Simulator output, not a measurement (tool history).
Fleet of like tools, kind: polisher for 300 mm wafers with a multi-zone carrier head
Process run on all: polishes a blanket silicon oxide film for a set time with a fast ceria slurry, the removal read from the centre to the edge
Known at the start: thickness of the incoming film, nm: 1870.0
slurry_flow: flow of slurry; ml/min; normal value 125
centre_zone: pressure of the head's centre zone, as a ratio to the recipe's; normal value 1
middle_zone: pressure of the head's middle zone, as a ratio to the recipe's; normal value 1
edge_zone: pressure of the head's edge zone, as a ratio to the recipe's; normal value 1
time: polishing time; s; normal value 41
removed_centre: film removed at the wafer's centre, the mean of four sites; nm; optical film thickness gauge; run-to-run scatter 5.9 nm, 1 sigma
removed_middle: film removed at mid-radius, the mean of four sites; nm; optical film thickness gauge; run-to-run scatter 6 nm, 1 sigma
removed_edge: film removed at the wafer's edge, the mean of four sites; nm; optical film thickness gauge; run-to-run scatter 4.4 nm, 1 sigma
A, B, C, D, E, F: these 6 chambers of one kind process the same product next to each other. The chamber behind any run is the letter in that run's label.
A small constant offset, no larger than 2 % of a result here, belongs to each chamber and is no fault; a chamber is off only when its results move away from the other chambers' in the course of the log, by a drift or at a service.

At hour 0.7: chamber F: worn pad replaced by a new one.
Run 1C, hour 5.4: usual settings. Result: removed_centre 712.46 nm, removed_middle 714.62 nm, removed_edge 720.14 nm.
At hour 6.1: chamber B: slurry nozzle cleaned.
At hour 7.1: chamber C: edge zone pressure recalibrated.
Run 2A, hour 13.9: usual settings. Result: removed_centre 712.72 nm, removed_middle 720.69 nm, removed_edge 714.75 nm.
At hour 21.1: chamber A: slurry nozzle cleaned.
Run 3F, hour 21.2: usual settings. Result: removed_centre 719.42 nm, removed_middle 735.16 nm, removed_edge 707.99 nm.
Run 4B, hour 25.4: usual settings. Result: removed_centre 723.68 nm, removed_middle 708.42 nm, removed_edge 714.45 nm.
Run 5E, hour 30.1: usual settings. Result: removed_centre 716.33 nm, removed_middle 724.67 nm, removed_edge 723.86 nm.
At hour 35.1: chamber A: edge zone pressure recalibrated.
Run 6D, hour 37.9: usual settings. Result: removed_centre 715.33 nm, removed_middle 712.31 nm, removed_edge 728.53 nm.
Run 7E, hour 41.8: usual settings. Result: removed_centre 720.14 nm, removed_middle 722.94 nm, removed_edge 715.77 nm.
Run 8B, hour 45.7: usual settings. Result: removed_centre 732.79 nm, removed_middle 724.38 nm, removed_edge 715.67 nm.
Run 9C, hour 51.9: usual settings. Result: removed_centre 706.38 nm, removed_middle 699.38 nm, removed_edge 718.25 nm.
At hour 52: chamber D: worn pad replaced by a new one.
At hour 55.5: chamber C: worn pad replaced by a new one.
Run 10D, hour 55.6: usual settings. Result: removed_centre 725.94 nm, removed_middle 708.07 nm, removed_edge 720.74 nm.
Run 11A, hour 60.5: usual settings. Result: removed_centre 710.38 nm, removed_middle 710.92 nm, removed_edge 714.52 nm.
Run 12F, hour 66.1: usual settings. Result: removed_centre 725.07 nm, removed_middle 721.46 nm, removed_edge 711.25 nm.
At hour 67.6: chamber F: worn pad replaced by a new one.
Run 13A, hour 72.3: usual settings. Result: removed_centre 704.43 nm, removed_middle 705.34 nm, removed_edge 713.51 nm.
At hour 77.7: chamber F: slurry nozzle cleaned.
Run 14C, hour 78.8: usual settings but time 53 s. Result: removed_centre 941.41 nm, removed_middle 924.58 nm, removed_edge 927.31 nm.
At hour 79.3: chamber E: worn pad replaced by a new one.
Run 15F, hour 85.6: usual settings but time 53 s. Result: removed_centre 919.42 nm, removed_middle 923.55 nm, removed_edge 903.9 nm.
At hour 90.4: chamber D: slurry nozzle cleaned.
Run 16B, hour 92: usual settings but time 53 s. Result: removed_centre 953.4 nm, removed_middle 923.68 nm, removed_edge 920.48 nm.
Run 17D, hour 98.8: usual settings but time 53 s. Result: removed_centre 931.24 nm, removed_middle 904.06 nm, removed_edge 929.66 nm.
At hour 99.3: chamber B: worn pad replaced by a new one.
At hour 104.9: chamber C: centre zone pressure recalibrated.
Run 18E, hour 105.3: usual settings but time 53 s. Result: removed_centre 923.54 nm, removed_middle 927.09 nm, removed_edge 920.27 nm.
At hour 107: chamber A: worn pad replaced by a new one.
Run 19F, hour 110.7: usual settings but time 53 s. Result: removed_centre 918.44 nm, removed_middle 926.94 nm, removed_edge 908.69 nm.
Run 20C, hour 116.3: usual settings. Result: removed_centre 713.41 nm, removed_middle 720.3 nm, removed_edge 721.15 nm.
At hour 117.5: chamber B: edge zone pressure recalibrated.
Run 21D, hour 120.1: usual settings. Result: removed_centre 737.75 nm, removed_middle 711.04 nm, removed_edge 724.41 nm.
At hour 124: chamber E: centre zone pressure recalibrated.
Run 22E, hour 124: usual settings. Result: removed_centre 720.67 nm, removed_middle 726.06 nm, removed_edge 716.17 nm.
Run 23A, hour 129.8: usual settings. Result: removed_centre 718.93 nm, removed_middle 726.23 nm, removed_edge 723.61 nm.
Run 24B, hour 137.2: usual settings. Result: removed_centre 728.31 nm, removed_middle 720.36 nm, removed_edge 718.68 nm.
Run 25A, hour 143.6: usual settings. Result: removed_centre 716.78 nm, removed_middle 716.2 nm, removed_edge 712.8 nm.
At hour 149.4: chamber F: worn pad replaced by a new one.
Run 26C, hour 151.6: usual settings. Result: removed_centre 712.27 nm, removed_middle 711.57 nm, removed_edge 726.48 nm.
Run 27E, hour 159.4: usual settings but edge_zone 1.07, time 53 s. Result: removed_centre 920.38 nm, removed_middle 937.83 nm, removed_edge 979.35 nm.
At hour 163.5: chamber C: slurry nozzle cleaned.
Run 28B, hour 168.1: usual settings but edge_zone 1.07, time 53 s. Result: removed_centre 930.59 nm, removed_middle 928.25 nm, removed_edge 956.41 nm.
Run 29D, hour 175.5: usual settings but edge_zone 1.07, time 53 s. Result: removed_centre 941.38 nm, removed_middle 924.12 nm, removed_edge 966.7 nm.
Run 30F, hour 181.2: usual settings but edge_zone 1.07, time 53 s. Result: removed_centre 927.55 nm, removed_middle 929.72 nm, removed_edge 956.82 nm.
At hour 182.9: chamber E: worn pad replaced by a new one.
Run 31B, hour 185.4: usual settings but edge_zone 1.07, time 53 s. Result: removed_centre 944.31 nm, removed_middle 923.84 nm, removed_edge 964.48 nm.
At hour 190.7: chamber D: worn pad replaced by a new one.
Run 32C, hour 191.2: usual settings but edge_zone 1.07, time 53 s. Result: removed_centre 922.78 nm, removed_middle 927.92 nm, removed_edge 978.31 nm.
Run 33E, hour 196.6: usual settings. Result: removed_centre 706.48 nm, removed_middle 720.92 nm, removed_edge 722.07 nm.
Run 34D, hour 204.5: usual settings but slurry_flow 90 ml/min. Result: removed_centre 655.5 nm, removed_middle 655.09 nm, removed_edge 688.07 nm.
Run 35F, hour 210.5: usual settings but slurry_flow 90 ml/min. Result: removed_centre 645.16 nm, removed_middle 657.88 nm, removed_edge 662.91 nm.
Run 36A, hour 216: usual settings but slurry_flow 90 ml/min. Result: removed_centre 635.15 nm, removed_middle 661.74 nm, removed_edge 678.91 nm.
At hour 216.9: chamber C: worn pad replaced by a new one.
At hour 218: chamber F: worn pad replaced by a new one.
Run 37C, hour 223.9: usual settings but slurry_flow 90 ml/min. Result: removed_centre 646.66 nm, removed_middle 646.51 nm, removed_edge 678.62 nm.
Run 38D, hour 231.3: usual settings but slurry_flow 90 ml/min. Result: removed_centre 657.02 nm, removed_middle 650.84 nm, removed_edge 681.4 nm.
Run 39F, hour 238.8: usual settings but slurry_flow 90 ml/min. Result: removed_centre 642.87 nm, removed_middle 657.5 nm, removed_edge 670.92 nm.
Run 40A, hour 247.1: usual settings but time 35 s. Result: removed_centre 608.12 nm, removed_middle 609.46 nm, removed_edge 611.13 nm.

Is one chamber out of step, is the gauge drifting, or do the chambers differ by no more than their own small offsets? For an off chamber, give its letter and the likeliest cause.

Nothing is wrong: each chamber keeps only its own small, steady offset and the gauge holds still.

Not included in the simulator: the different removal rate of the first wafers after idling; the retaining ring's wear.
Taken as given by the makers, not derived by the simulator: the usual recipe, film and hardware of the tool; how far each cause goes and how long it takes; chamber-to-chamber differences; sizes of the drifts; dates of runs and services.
